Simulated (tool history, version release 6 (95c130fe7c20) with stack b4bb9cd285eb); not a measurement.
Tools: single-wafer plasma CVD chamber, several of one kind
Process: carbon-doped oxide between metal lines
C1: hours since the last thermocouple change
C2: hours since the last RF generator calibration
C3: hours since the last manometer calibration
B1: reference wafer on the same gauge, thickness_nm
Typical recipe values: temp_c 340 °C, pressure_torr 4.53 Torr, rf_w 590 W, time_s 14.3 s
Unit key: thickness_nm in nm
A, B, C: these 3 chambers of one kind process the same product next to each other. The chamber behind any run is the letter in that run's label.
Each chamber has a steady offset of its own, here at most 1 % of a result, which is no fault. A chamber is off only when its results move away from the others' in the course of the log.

{"run": "1B", "hour": 3.9, "temp_c": 340, "pressure_torr": 4.53, "rf_w": 590, "time_s": 14.3, "C1": 963.7, "C2": 1326.0, "C3": 611.1, "B1": 67.356, "thickness_nm": 83.903}
{"run": "2C", "hour": 7.9, "temp_c": 340, "pressure_torr": 4.53, "rf_w": 590, "time_s": 14.3, "C1": 1726.5, "C2": 585.1, "C3": 446.3, "B1": 67.404, "thickness_nm": 83.462}
{"run": "3A", "hour": 11.7, "temp_c": 340, "pressure_torr": 4.53, "rf_w": 590, "time_s": 14.3, "C1": 2371.2, "C2": 1726.4, "C3": 1435.0, "B1": 67.337, "thickness_nm": 83.594}
{"run": "4A", "hour": 15.4, "temp_c": 340, "pressure_torr": 4.53, "rf_w": 590, "time_s": 14.3, "C1": 2374.9, "C2": 1730.1, "C3": 1438.7, "B1": 67.396, "thickness_nm": 83.181}
{"run": "5C", "hour": 18.5, "temp_c": 340, "pressure_torr": 4.53, "rf_w": 590, "time_s": 14.3, "C1": 1737.1, "C2": 595.7, "C3": 456.9, "B1": 67.374, "thickness_nm": 83.515}
{"run": "6B", "hour": 20.9, "temp_c": 340, "pressure_torr": 4.53, "rf_w": 590, "time_s": 14.3, "C1": 980.7, "C2": 1343.0, "C3": 628.1, "B1": 67.47, "thickness_nm": 83.564}
{"run": "7C", "hour": 23.9, "temp_c": 340, "pressure_torr": 4.53, "rf_w": 590, "time_s": 14.3, "C1": 1742.5, "C2": 601.1, "C3": 462.3, "B1": 67.336, "thickness_nm": 83.621}
{"run": "8B", "hour": 27.0, "temp_c": 340, "pressure_torr": 4.53, "rf_w": 590, "time_s": 14.3, "C1": 986.8, "C2": 1349.1, "C3": 634.2, "B1": 67.352, "thickness_nm": 83.163}
{"run": "9A", "hour": 31.7, "temp_c": 340, "pressure_torr": 4.53, "rf_w": 590, "time_s": 14.3, "C1": 2391.2, "C2": 1746.4, "C3": 1455.0, "B1": 67.494, "thickness_nm": 83.037}
{"run": "10A", "hour": 34.7, "temp_c": 340, "pressure_torr": 4.53, "rf_w": 590, "time_s": 14.3, "C1": 2394.2, "C2": 1749.4, "C3": 1458.0, "B1": 67.461, "thickness_nm": 83.038}
{"run": "11B", "hour": 37.1, "temp_c": 340, "pressure_torr": 4.53, "rf_w": 590, "time_s": 14.3, "C1": 996.9, "C2": 1359.2, "C3": 644.3, "B1": 67.397, "thickness_nm": 83.713}
{"run": "12C", "hour": 39.9, "temp_c": 340, "pressure_torr": 4.53, "rf_w": 590, "time_s": 14.3, "C1": 1758.5, "C2": 617.1, "C3": 478.3, "B1": 67.394, "thickness_nm": 82.658}
{"run": "13B", "hour": 43.5, "temp_c": 340, "pressure_torr": 4.53, "rf_w": 590, "time_s": 14.3, "C1": 1003.3, "C2": 1365.6, "C3": 650.7, "B1": 67.424, "thickness_nm": 83.887}
{"run": "14A", "hour": 45.6, "temp_c": 340, "pressure_torr": 4.53, "rf_w": 590, "time_s": 14.3, "C1": 2405.1, "C2": 1760.3, "C3": 1468.9, "B1": 67.393, "thickness_nm": 82.44}
{"run": "15C", "hour": 48.1, "temp_c": 340, "pressure_torr": 3.88, "rf_w": 590, "time_s": 15.6, "C1": 1766.7, "C2": 625.3, "C3": 486.5, "B1": 67.397, "thickness_nm": 87.312}
{"run": "16B", "hour": 50.6, "temp_c": 340, "pressure_torr": 3.88, "rf_w": 590, "time_s": 15.6, "C1": 1010.4, "C2": 1372.7, "C3": 657.8, "B1": 67.428, "thickness_nm": 89.775}
{"run": "17C", "hour": 54.8, "temp_c": 340, "pressure_torr": 3.88, "rf_w": 590, "time_s": 15.6, "C1": 1773.4, "C2": 632.0, "C3": 493.2, "B1": 67.351, "thickness_nm": 87.079}
{"run": "18A", "hour": 58.0, "temp_c": 340, "pressure_torr": 4.53, "rf_w": 590, "time_s": 14.3, "C1": 2417.5, "C2": 1772.7, "C3": 1481.3, "B1": 67.431, "thickness_nm": 83.033}
{"run": "19C", "hour": 60.3, "temp_c": 340, "pressure_torr": 4.53, "rf_w": 590, "time_s": 14.3, "C1": 1778.9, "C2": 637.5, "C3": 498.7, "B1": 67.47, "thickness_nm": 81.617}
{"run": "20B", "hour": 64.4, "temp_c": 340, "pressure_torr": 4.53, "rf_w": 590, "time_s": 14.3, "C1": 1024.2, "C2": 1386.5, "C3": 671.6, "B1": 67.405, "thickness_nm": 83.764}
{"run": "21A", "hour": 66.7, "temp_c": 340, "pressure_torr": 4.53, "rf_w": 590, "time_s": 14.3, "C1": 2426.2, "C2": 1781.4, "C3": 1490.0, "B1": 67.494, "thickness_nm": 83.365}
{"run": "22B", "hour": 69.9, "temp_c": 340, "pressure_torr": 4.53, "rf_w": 590, "time_s": 14.3, "C1": 1029.7, "C2": 1392.0, "C3": 677.1, "B1": 67.394, "thickness_nm": 83.267}
{"run": "23C", "hour": 74.5, "temp_c": 340, "pressure_torr": 4.53, "rf_w": 590, "time_s": 14.3, "C1": 1793.1, "C2": 651.7, "C3": 512.9, "B1": 67.432, "thickness_nm": 80.749}
{"run": "24A", "hour": 78.3, "temp_c": 340, "pressure_torr": 4.53, "rf_w": 590, "time_s": 14.3, "C1": 2437.8, "C2": 1793.0, "C3": 1501.6, "B1": 67.387, "thickness_nm": 83.464}
{"run": "25B", "hour": 81.7, "temp_c": 340, "pressure_torr": 4.53, "rf_w": 590, "time_s": 14.3, "C1": 1041.5, "C2": 1403.8, "C3": 688.9, "B1": 67.505, "thickness_nm": 83.633}
{"run": "26C", "hour": 84.5, "temp_c": 340, "pressure_torr": 4.53, "rf_w": 590, "time_s": 14.3, "C1": 1803.1, "C2": 661.7, "C3": 522.9, "B1": 67.448, "thickness_nm": 81.373}
{"run": "27A", "hour": 87.1, "temp_c": 340, "pressure_torr": 4.53, "rf_w": 590, "time_s": 14.3, "C1": 2446.6, "C2": 1801.8, "C3": 1510.4, "B1": 67.42, "thickness_nm": 83.412}
{"run": "28A", "hour": 89.8, "temp_c": 340, "pressure_torr": 4.53, "rf_w": 590, "time_s": 14.3, "C1": 2449.3, "C2": 1804.5, "C3": 1513.1, "B1": 67.423, "thickness_nm": 83.301}
{"run": "29C", "hour": 92.0, "temp_c": 340, "pressure_torr": 4.53, "rf_w": 590, "time_s": 14.3, "C1": 1810.6, "C2": 669.2, "C3": 530.4, "B1": 67.37, "thickness_nm": 80.617}
{"run": "30B", "hour": 95.0, "temp_c": 340, "pressure_torr": 4.53, "rf_w": 590, "time_s": 14.3, "C1": 1054.8, "C2": 1417.1, "C3": 702.2, "B1": 67.359, "thickness_nm": 83.566}

All 3 chambers run these settings next. Forecast each chamber's results:
{"run": "31A", "hour": 98.4, "temp_c": 340, "pressure_torr": 4.53, "rf_w": 590, "time_s": 14.3, "thickness_nm": "?"}
{"run": "31B", "hour": 98.4, "temp_c": 340, "pressure_torr": 4.53, "rf_w": 590, "time_s": 14.3, "thickness_nm": "?"}
{"run": "31C", "hour": 98.4, "temp_c": 340, "pressure_torr": 4.53, "rf_w": 590, "time_s": 14.3, "thickness_nm": "?"}

run=31A thickness_nm=83.811
run=31B thickness_nm=83.777
run=31C thickness_nm=80.881
